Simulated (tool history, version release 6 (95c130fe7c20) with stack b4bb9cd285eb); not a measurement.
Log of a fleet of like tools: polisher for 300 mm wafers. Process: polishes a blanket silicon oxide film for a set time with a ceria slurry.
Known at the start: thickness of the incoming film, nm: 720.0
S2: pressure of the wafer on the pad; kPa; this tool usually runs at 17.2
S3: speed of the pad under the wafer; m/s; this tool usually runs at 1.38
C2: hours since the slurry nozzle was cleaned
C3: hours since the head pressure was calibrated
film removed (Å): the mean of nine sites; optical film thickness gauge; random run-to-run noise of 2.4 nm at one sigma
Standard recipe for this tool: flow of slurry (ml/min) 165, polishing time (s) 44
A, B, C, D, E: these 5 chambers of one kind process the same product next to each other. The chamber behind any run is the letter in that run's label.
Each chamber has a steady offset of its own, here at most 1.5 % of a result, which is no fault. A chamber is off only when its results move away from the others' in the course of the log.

{"run": "1A", "hour": 8.6, "flow of slurry (ml/min)": 165, "S2": 17.2, "S3": 1.38, "polishing time (s)": 44, "wafers polished on this pad": 589, "C2": 185.6, "C3": 1036.2, "film removed (Å)": 2144.3}
{"hour": 13.3, "done": "chamber A: worn pad replaced by a new one"}
{"hour": 16.6, "done": "chamber E: worn pad replaced by a new one"}
{"hour": 16.9, "done": "chamber C: worn pad replaced by a new one"}
{"run": "2E", "hour": 16.9, "flow of slurry (ml/min)": 165, "S2": 17.2, "S3": 1.38, "polishing time (s)": 44, "wafers polished on this pad": 4, "C2": 310.1, "C3": 176.8, "film removed (Å)": 2141.9}
{"run": "3B", "hour": 24.9, "flow of slurry (ml/min)": 165, "S2": 17.2, "S3": 1.38, "polishing time (s)": 44, "wafers polished on this pad": 524, "C2": 443.3, "C3": 304.6, "film removed (Å)": 2176.7}
{"run": "4D", "hour": 35.5, "flow of slurry (ml/min)": 165, "S2": 17.2, "S3": 1.38, "polishing time (s)": 44, "wafers polished on this pad": 576, "C2": 60.0, "C3": 377.3, "film removed (Å)": 2204.2}
{"run": "5C", "hour": 42.2, "flow of slurry (ml/min)": 165, "S2": 17.2, "S3": 1.38, "polishing time (s)": 44, "wafers polished on this pad": 324, "C2": 46.7, "C3": 652.9, "film removed (Å)": 2238.3}
{"run": "6C", "hour": 48.6, "flow of slurry (ml/min)": 165, "S2": 17.2, "S3": 1.38, "polishing time (s)": 44, "wafers polished on this pad": 405, "C2": 53.1, "C3": 659.3, "film removed (Å)": 2190.8}
{"hour": 49.9, "done": "chamber D: worn pad replaced by a new one"}
{"hour": 57.2, "done": "chamber B: worn pad replaced by a new one"}
{"run": "7B", "hour": 61.0, "flow of slurry (ml/min)": 130, "S2": 17.2, "S3": 1.38, "polishing time (s)": 44, "wafers polished on this pad": 49, "C2": 479.4, "C3": 340.7, "film removed (Å)": 2079.4}
{"run": "8A", "hour": 67.3, "flow of slurry (ml/min)": 130, "S2": 17.2, "S3": 1.38, "polishing time (s)": 44, "wafers polished on this pad": 691, "C2": 244.3, "C3": 1094.9, "film removed (Å)": 2057.7}
{"hour": 71.7, "done": "chamber A: worn pad replaced by a new one"}
{"hour": 77.1, "done": "chamber C: worn pad replaced by a new one"}
{"run": "9E", "hour": 77.1, "flow of slurry (ml/min)": 130, "S2": 17.2, "S3": 1.38, "polishing time (s)": 44, "wafers polished on this pad": 774, "C2": 370.3, "C3": 237.0, "film removed (Å)": 2089.4}
{"run": "10D", "hour": 87.2, "flow of slurry (ml/min)": 130, "S2": 17.2, "S3": 1.38, "polishing time (s)": 44, "wafers polished on this pad": 477, "C2": 111.7, "C3": 429.0, "film removed (Å)": 2084.2}
{"run": "11C", "hour": 95.9, "flow of slurry (ml/min)": 130, "S2": 17.2, "S3": 1.38, "polishing time (s)": 44, "wafers polished on this pad": 240, "C2": 100.4, "C3": 706.6, "film removed (Å)": 2135.1}
{"run": "12E", "hour": 103.5, "flow of slurry (ml/min)": 165, "S2": 17.2, "S3": 1.38, "polishing time (s)": 44, "wafers polished on this pad": 1112, "C2": 396.7, "C3": 263.4, "film removed (Å)": 2177.2}
{"hour": 108.1, "done": "chamber E: worn pad replaced by a new one"}
{"hour": 114.7, "done": "chamber B: slurry nozzle cleaned"}
{"run": "13A", "hour": 115.8, "flow of slurry (ml/min)": 165, "S2": 17.2, "S3": 1.38, "polishing time (s)": 44, "wafers polished on this pad": 564, "C2": 292.8, "C3": 1143.4, "film removed (Å)": 2188.1}
{"hour": 116.1, "done": "chamber B: head pressure recalibrated"}
{"hour": 118.7, "done": "chamber D: worn pad replaced by a new one"}
{"run": "14D", "hour": 124.0, "flow of slurry (ml/min)": 165, "S2": 17.2, "S3": 1.38, "polishing time (s)": 44, "wafers polished on this pad": 68, "C2": 148.5, "C3": 465.8, "film removed (Å)": 2168.7}
{"hour": 127.2, "done": "chamber C: worn pad replaced by a new one"}
{"hour": 127.3, "done": "chamber A: worn pad replaced by a new one"}
{"run": "15B", "hour": 136.2, "flow of slurry (ml/min)": 165, "S2": 17.2, "S3": 1.38, "polishing time (s)": 44, "wafers polished on this pad": 1011, "C2": 21.5, "C3": 20.2, "film removed (Å)": 2341.9}
{"hour": 145.9, "done": "chamber B: worn pad replaced by a new one"}
{"run": "16C", "hour": 147.4, "flow of slurry (ml/min)": 165, "S2": 17.2, "S3": 1.38, "polishing time (s)": 44, "wafers polished on this pad": 259, "C2": 151.9, "C3": 758.1, "film removed (Å)": 2197.3}
{"hour": 155.5, "done": "chamber C: head pressure recalibrated"}
{"run": "17B", "hour": 159.0, "flow of slurry (ml/min)": 165, "S2": 17.2, "S3": 1.38, "polishing time (s)": 44, "wafers polished on this pad": 168, "C2": 44.3, "C3": 43.0, "film removed (Å)": 2360.6}
{"run": "18A", "hour": 167.4, "flow of slurry (ml/min)": 165, "S2": 17.2, "S3": 1.38, "polishing time (s)": 44, "wafers polished on this pad": 513, "C2": 344.4, "C3": 1195.0, "film removed (Å)": 2188.3}
{"hour": 170.9, "done": "chamber D: worn pad replaced by a new one"}
{"run": "19D", "hour": 173.8, "flow of slurry (ml/min)": 190, "S2": 11.7, "S3": 1.38, "polishing time (s)": 44, "wafers polished on this pad": 37, "C2": 198.3, "C3": 515.6, "film removed (Å)": 1519.1}
{"hour": 177.1, "done": "chamber A: worn pad replaced by a new one"}
{"hour": 178.4, "done": "chamber C: worn pad replaced by a new one"}
{"run": "20E", "hour": 183.7, "flow of slurry (ml/min)": 190, "S2": 11.7, "S3": 1.38, "polishing time (s)": 44, "wafers polished on this pad": 967, "C2": 476.9, "C3": 343.6, "film removed (Å)": 1487.6}
{"run": "21A", "hour": 192.3, "flow of slurry (ml/min)": 190, "S2": 11.7, "S3": 1.38, "polishing time (s)": 44, "wafers polished on this pad": 194, "C2": 369.3, "C3": 1219.9, "film removed (Å)": 1520.8}
{"hour": 196.2, "done": "chamber E: worn pad replaced by a new one"}
{"run": "22D", "hour": 198.8, "flow of slurry (ml/min)": 190, "S2": 11.7, "S3": 1.38, "polishing time (s)": 44, "wafers polished on this pad": 357, "C2": 223.3, "C3": 540.6, "film removed (Å)": 1542.7}
{"run": "23B", "hour": 210.2, "flow of slurry (ml/min)": 190, "S2": 11.7, "S3": 1.38, "polishing time (s)": 44, "wafers polished on this pad": 823, "C2": 95.5, "C3": 94.2, "film removed (Å)": 1636.0}
{"hour": 214.8, "done": "chamber D: head pressure recalibrated"}
{"run": "24E", "hour": 217.8, "flow of slurry (ml/min)": 165, "S2": 17.2, "S3": 1.38, "polishing time (s)": 44, "wafers polished on this pad": 276, "C2": 511.0, "C3": 377.7, "film removed (Å)": 2152.2}
{"hour": 223.5, "done": "chamber E: slurry nozzle cleaned"}
{"run": "25C", "hour": 224.5, "flow of slurry (ml/min)": 165, "S2": 17.2, "S3": 1.38, "polishing time (s)": 44, "wafers polished on this pad": 590, "C2": 229.0, "C3": 69.0, "film removed (Å)": 2214.6}
{"hour": 225.4, "done": "chamber B: worn pad replaced by a new one"}
{"hour": 228.3, "done": "chamber A: worn pad replaced by a new one"}
{"run": "26D", "hour": 231.2, "flow of slurry (ml/min)": 165, "S2": 17.2, "S3": 1.38, "polishing time (s)": 44, "wafers polished on this pad": 771, "C2": 255.7, "C3": 16.5, "film removed (Å)": 2191.7}
{"hour": 237.3, "done": "chamber C: worn pad replaced by a new one"}
{"run": "27E", "hour": 241.1, "flow of slurry (ml/min)": 165, "S2": 17.2, "S3": 1.38, "polishing time (s)": 44, "wafers polished on this pad": 574, "C2": 17.7, "C3": 401.0, "film removed (Å)": 2177.7}
{"run": "28A", "hour": 251.4, "flow of slurry (ml/min)": 165, "S2": 17.2, "S3": 1.38, "polishing time (s)": 44, "wafers polished on this pad": 296, "C2": 428.4, "C3": 1279.0, "film removed (Å)": 2175.8}
{"run": "29C", "hour": 257.4, "flow of slurry (ml/min)": 165, "S2": 17.2, "S3": 1.38, "polishing time (s)": 44, "wafers polished on this pad": 257, "C2": 261.9, "C3": 101.9, "film removed (Å)": 2128.7}
{"run": "30B", "hour": 265.2, "flow of slurry (ml/min)": 165, "S2": 17.2, "S3": 1.38, "polishing time (s)": 44, "wafers polished on this pad": 510, "C2": 150.5, "C3": 149.2, "film removed (Å)": 2312.7}
{"run": "31E", "hour": 275.4, "flow of slurry (ml/min)": 165, "S2": 17.2, "S3": 1.38, "polishing time (s)": 44, "wafers polished on this pad": 1013, "C2": 52.0, "C3": 435.3, "film removed (Å)": 2145.4}
{"run": "32C", "hour": 287.6, "flow of slurry (ml/min)": 165, "S2": 17.2, "S3": 1.38, "polishing time (s)": 54, "wafers polished on this pad": 644, "C2": 292.1, "C3": 132.1, "film removed (Å)": 2665.7}

Does one chamber stand apart from the rest, does the shared gauge drift, or is all well apart from small per-chamber offsets? Give the chamber and the most likely cause, where there is one.

Chamber B came out of a service off from its peers and stayed that way.
Cause: head's pressure above its setpoint, % = 7.31.

Here are 4 candidates for chamber B's next run, each the usual settings with a change, their results left as question marks. Which one brings its results back in line with what the others give on the usual settings?
A result is in line if it is within this distance of the other chambers' mean on the usual settings: film removed (Å) 84.0
{"run": "33B-1", "hour": 296.6, "flow of slurry (ml/min)": 165, "S2": 16.5, "S3": 1.36, "polishing time (s)": 43, "film removed (Å)": "?"}
{"run": "33B-2", "hour": 296.6, "flow of slurry (ml/min)": 250, "S2": 17.2, "S3": 1.38, "polishing time (s)": 44, "film removed (Å)": "?"}
{"run": "33B-3", "hour": 296.6, "flow of slurry (ml/min)": 165, "S2": 17.9, "S3": 1.44, "polishing time (s)": 46, "film removed (Å)": "?"}
{"run": "33B-4", "hour": 296.6, "flow of slurry (ml/min)": 165, "S2": 15.9, "S3": 1.38, "polishing time (s)": 41, "film removed (Å)": "?"}

Other chambers, usual settings, mean: film removed (Å) 2182.5
run=33B-1 film_removed_(Å)=2159.9
run=33B-2 film_removed_(Å)=2467.2
run=33B-3 film_removed_(Å)=2651.2
run=33B-4 film_removed_(Å)=2002.9
33B-1 puts the chamber back in line with the other chambers.
